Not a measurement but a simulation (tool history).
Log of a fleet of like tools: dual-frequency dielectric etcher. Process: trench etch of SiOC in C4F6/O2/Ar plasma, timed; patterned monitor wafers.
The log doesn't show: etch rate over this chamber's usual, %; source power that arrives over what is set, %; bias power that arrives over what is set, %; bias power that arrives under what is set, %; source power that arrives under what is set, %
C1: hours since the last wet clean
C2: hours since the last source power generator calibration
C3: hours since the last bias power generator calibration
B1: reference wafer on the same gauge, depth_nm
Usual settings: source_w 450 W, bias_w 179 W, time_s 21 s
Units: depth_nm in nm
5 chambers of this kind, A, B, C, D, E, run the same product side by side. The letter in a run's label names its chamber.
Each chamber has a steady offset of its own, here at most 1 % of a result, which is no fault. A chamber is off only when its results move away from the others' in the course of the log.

{"run": "1D", "day": 0.246, "source_w": 450, "bias_w": 179, "time_s": 21, "C1": 52.1, "C2": 161.1, "C3": 1276.4, "B1": 53.952, "depth_nm": 46.035}
{"run": "2B", "day": 0.562, "source_w": 450, "bias_w": 179, "time_s": 21, "C1": 360.2, "C2": 1022.6, "C3": 2105.6, "B1": 53.961, "depth_nm": 45.879}
{"run": "3C", "day": 0.812, "source_w": 450, "bias_w": 179, "time_s": 21, "C1": 255.6, "C2": 980.8, "C3": 1586.9, "B1": 53.977, "depth_nm": 45.86}
{"day": 1.112, "done": "chamber E: wet clean of the chamber"}
{"run": "4A", "day": 1.146, "source_w": 450, "bias_w": 179, "time_s": 21, "C1": 416.4, "C2": 1678.7, "C3": 2126, "B1": 53.975, "depth_nm": 45.543}
{"run": "5E", "day": 1.483, "source_w": 490, "bias_w": 209, "time_s": 21, "C1": 8.9, "C2": 1811.3, "C3": 1852.1, "B1": 53.97, "depth_nm": 49.617}
{"run": "6E", "day": 1.683, "source_w": 490, "bias_w": 209, "time_s": 21, "C1": 13.7, "C2": 1816.1, "C3": 1856.9, "B1": 54, "depth_nm": 49.279}
{"run": "7D", "day": 2.0, "source_w": 490, "bias_w": 209, "time_s": 21, "C1": 94.2, "C2": 203.2, "C3": 1318.5, "B1": 53.992, "depth_nm": 50.02}
{"day": 2.242, "done": "chamber A: wet clean of the chamber"}
{"run": "8C", "day": 2.271, "source_w": 490, "bias_w": 209, "time_s": 21, "C1": 290.6, "C2": 1015.8, "C3": 1621.9, "B1": 54.058, "depth_nm": 49.688}
{"run": "9B", "day": 2.55, "source_w": 490, "bias_w": 209, "time_s": 21, "C1": 407.9, "C2": 1070.3, "C3": 2153.3, "B1": 54.015, "depth_nm": 50.122}
{"run": "10A", "day": 2.929, "source_w": 450, "bias_w": 179, "time_s": 21, "C1": 16.5, "C2": 1721.5, "C3": 2168.8, "B1": 54.02, "depth_nm": 45.51}
{"run": "11B", "day": 3.304, "source_w": 450, "bias_w": 179, "time_s": 21, "C1": 426, "C2": 1088.4, "C3": 2171.4, "B1": 54.04, "depth_nm": 46.037}
{"run": "12A", "day": 3.671, "source_w": 450, "bias_w": 179, "time_s": 21, "C1": 34.3, "C2": 1739.3, "C3": 2186.6, "B1": 53.999, "depth_nm": 45.665}
{"run": "13E", "day": 3.958, "source_w": 450, "bias_w": 179, "time_s": 21, "C1": 68.3, "C2": 1870.7, "C3": 1911.5, "B1": 54.063, "depth_nm": 45.426}
{"run": "14D", "day": 4.15, "source_w": 450, "bias_w": 179, "time_s": 21, "C1": 145.8, "C2": 254.8, "C3": 1370.1, "B1": 54.033, "depth_nm": 45.782}
{"run": "15C", "day": 4.558, "source_w": 450, "bias_w": 179, "time_s": 21, "C1": 345.5, "C2": 1070.7, "C3": 1676.8, "B1": 54.016, "depth_nm": 45.761}
{"run": "16A", "day": 4.867, "source_w": 450, "bias_w": 179, "time_s": 21, "C1": 63, "C2": 1768, "C3": 2215.3, "B1": 53.994, "depth_nm": 45.571}
{"run": "17B", "day": 5.229, "source_w": 390, "bias_w": 179, "time_s": 21, "C1": 472.2, "C2": 1134.6, "C3": 2217.6, "B1": 53.973, "depth_nm": 43.099}
{"run": "18C", "day": 5.429, "source_w": 390, "bias_w": 179, "time_s": 21, "C1": 366.4, "C2": 1091.6, "C3": 1697.7, "B1": 54.051, "depth_nm": 43.213}
{"run": "19E", "day": 5.642, "source_w": 390, "bias_w": 179, "time_s": 21, "C1": 108.7, "C2": 1911.1, "C3": 1951.9, "B1": 53.97, "depth_nm": 43.14}
{"run": "20D", "day": 5.879, "source_w": 390, "bias_w": 179, "time_s": 21, "C1": 187.3, "C2": 296.3, "C3": 1411.6, "B1": 54.021, "depth_nm": 43.549}
{"run": "21D", "day": 6.129, "source_w": 390, "bias_w": 179, "time_s": 21, "C1": 193.3, "C2": 302.3, "C3": 1417.6, "B1": 53.994, "depth_nm": 43.216}
{"run": "22B", "day": 6.488, "source_w": 450, "bias_w": 179, "time_s": 21, "C1": 502.4, "C2": 1164.8, "C3": 2247.8, "B1": 53.957, "depth_nm": 45.876}
{"run": "23A", "day": 6.708, "source_w": 450, "bias_w": 179, "time_s": 21, "C1": 107.2, "C2": 1812.2, "C3": 2259.5, "B1": 54.016, "depth_nm": 45.718}
{"run": "24E", "day": 6.938, "source_w": 450, "bias_w": 221, "time_s": 21, "C1": 139.8, "C2": 1942.2, "C3": 1983, "B1": 54.067, "depth_nm": 48.852}
{"run": "25C", "day": 7.204, "source_w": 450, "bias_w": 221, "time_s": 21, "C1": 409, "C2": 1134.2, "C3": 1740.3, "B1": 53.988, "depth_nm": 49.005}
{"run": "26D", "day": 7.488, "source_w": 450, "bias_w": 221, "time_s": 21, "C1": 225.9, "C2": 334.9, "C3": 1450.2, "B1": 54.054, "depth_nm": 49.256}
{"run": "27A", "day": 7.858, "source_w": 450, "bias_w": 221, "time_s": 21, "C1": 134.8, "C2": 1839.8, "C3": 2287.1, "B1": 53.991, "depth_nm": 48.889}
{"run": "28C", "day": 8.125, "source_w": 450, "bias_w": 221, "time_s": 21, "C1": 431.1, "C2": 1156.3, "C3": 1762.4, "B1": 53.937, "depth_nm": 49.106}
{"run": "29B", "day": 8.304, "source_w": 450, "bias_w": 179, "time_s": 21, "C1": 546, "C2": 1208.4, "C3": 2291.4, "B1": 53.986, "depth_nm": 45.983}
{"run": "30E", "day": 8.621, "source_w": 450, "bias_w": 179, "time_s": 21, "C1": 180.2, "C2": 1982.6, "C3": 2023.4, "B1": 54, "depth_nm": 45.324}
{"run": "31D", "day": 8.954, "source_w": 450, "bias_w": 179, "time_s": 21, "C1": 261.1, "C2": 370.1, "C3": 1485.4, "B1": 54.039, "depth_nm": 45.824}
{"run": "32C", "day": 9.254, "source_w": 450, "bias_w": 179, "time_s": 21, "C1": 458.2, "C2": 1183.4, "C3": 1789.5, "B1": 53.979, "depth_nm": 45.674}
{"run": "33B", "day": 9.458, "source_w": 450, "bias_w": 179, "time_s": 21, "C1": 573.7, "C2": 1236.1, "C3": 2319.1, "B1": 53.982, "depth_nm": 45.733}
{"run": "34E", "day": 9.8, "source_w": 450, "bias_w": 179, "time_s": 21, "C1": 208.5, "C2": 2010.9, "C3": 2051.7, "B1": 54.022, "depth_nm": 45.454}
{"run": "35A", "day": 9.992, "source_w": 450, "bias_w": 179, "time_s": 26.5, "C1": 186, "C2": 1891, "C3": 2338.3, "B1": 53.985, "depth_nm": 57.601}
{"run": "36B", "day": 10.4, "source_w": 450, "bias_w": 179, "time_s": 26.5, "C1": 596.3, "C2": 1258.7, "C3": 2341.7, "B1": 54.053, "depth_nm": 57.976}
{"run": "37C", "day": 10.7, "source_w": 450, "bias_w": 179, "time_s": 26.5, "C1": 492.9, "C2": 1218.1, "C3": 1824.2, "B1": 53.984, "depth_nm": 57.934}

Is one chamber off against the others, does the gauge drift, or is nothing wrong? If a chamber is off, say which, and what the likeliest cause is.

No chamber stands off beyond its own small offset, and the gauge holds steady.
